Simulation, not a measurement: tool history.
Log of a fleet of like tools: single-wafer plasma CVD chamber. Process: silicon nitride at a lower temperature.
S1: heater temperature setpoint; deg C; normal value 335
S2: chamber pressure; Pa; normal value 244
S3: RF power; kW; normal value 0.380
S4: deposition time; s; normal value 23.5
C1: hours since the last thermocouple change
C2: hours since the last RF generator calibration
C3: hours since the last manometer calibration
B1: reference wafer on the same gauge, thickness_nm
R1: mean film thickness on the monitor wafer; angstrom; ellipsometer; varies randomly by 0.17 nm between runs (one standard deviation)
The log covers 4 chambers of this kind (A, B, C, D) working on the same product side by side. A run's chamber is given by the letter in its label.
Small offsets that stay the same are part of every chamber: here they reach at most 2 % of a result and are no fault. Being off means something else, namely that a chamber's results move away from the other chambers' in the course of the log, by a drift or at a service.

run	day	S1	S2	S3	S4	C1	C2	C3	B1	R1
1B	0.267	335	244	0.380	23.5	1472.8	659.9	651.9	38.965	332.90
2D	0.575	335	244	0.380	23.5	1522.7	796.2	1019.6	38.997	337.13
3A	0.862	335	244	0.380	23.5	1887.7	2040.6	306.7	38.994	341.21
# day 1.008: chamber D: thermocouple changed; heater temperature recalibrated
4C	1.042	335	244	0.380	23.5	380.4	323.6	1013.9	39.001	344.65
5B	1.333	335	244	0.380	23.5	1498.4	685.5	677.5	39.038	334.73
6A	1.638	335	244	0.380	23.5	1906.3	2059.2	325.3	38.995	337.66
7D	1.925	335	244	0.380	23.5	22.0	828.6	1052.0	38.983	338.27
8C	2.196	335	277	0.380	21.5	408.1	351.3	1041.6	38.996	325.51
9B	2.338	335	277	0.380	21.5	1522.5	709.6	701.6	39.004	316.63
10C	2.521	335	277	0.380	21.5	415.9	359.1	1049.4	39.014	325.21
11A	2.725	335	277	0.380	21.5	1932.4	2085.3	351.4	39.004	321.80
12D	3.029	335	244	0.380	23.5	48.5	855.1	1078.5	38.944	338.35
13B	3.208	335	244	0.380	23.5	1543.4	730.5	722.5	39.042	336.03
14D	3.521	335	244	0.380	23.5	60.3	866.9	1090.3	39.004	339.35
15C	3.738	335	272	0.380	23.5	445.1	388.3	1078.6	38.958	351.36
16A	4.025	335	272	0.380	23.5	1963.6	2116.5	382.6	39.006	346.71
17D	4.246	335	272	0.380	23.5	77.7	884.3	1107.7	39.019	349.10
18C	4.517	335	272	0.380	23.5	463.8	407.0	1097.3	39.002	351.78
19B	4.746	335	244	0.380	23.5	1580.3	767.4	759.4	38.976	335.70
20A	5.071	335	244	0.380	23.5	1988.7	2141.6	407.7	39.012	335.45
21B	5.250	335	244	0.380	23.5	1592.4	779.5	771.5	38.997	333.55
22C	5.429	335	244	0.380	23.5	485.7	428.9	1119.2	39.000	341.23
23A	5.592	335	244	0.380	23.5	2001.2	2154.1	420.2	38.982	336.48
24D	5.746	335	244	0.380	23.5	113.7	920.3	1143.7	38.984	338.51
25B	6.029	335	244	0.380	23.5	1611.1	798.2	790.2	38.959	334.84
26C	6.342	335	244	0.380	23.5	507.6	450.8	1141.1	38.991	343.52
27D	6.496	335	244	0.380	23.5	131.7	938.3	1161.7	38.991	337.79
28A	6.779	335	244	0.380	23.5	2029.7	2182.6	448.7	38.985	339.48
29C	7.108	335	244	0.380	23.5	526.0	469.2	1159.5	39.009	343.89
30A	7.388	335	244	0.380	23.5	2044.3	2197.2	463.3	38.970	336.96

The same settings go to every chamber for the next run, one line per chamber below. Forecast the results for each:
31A	7.621	335	244	0.380	23.5					?
31B	7.621	335	244	0.380	23.5					?
31C	7.621	335	244	0.380	23.5					?
31D	7.621	335	244	0.380	23.5					?

run	R1
31A	337.07
31B	334.54
31C	343.87
31D	338.67
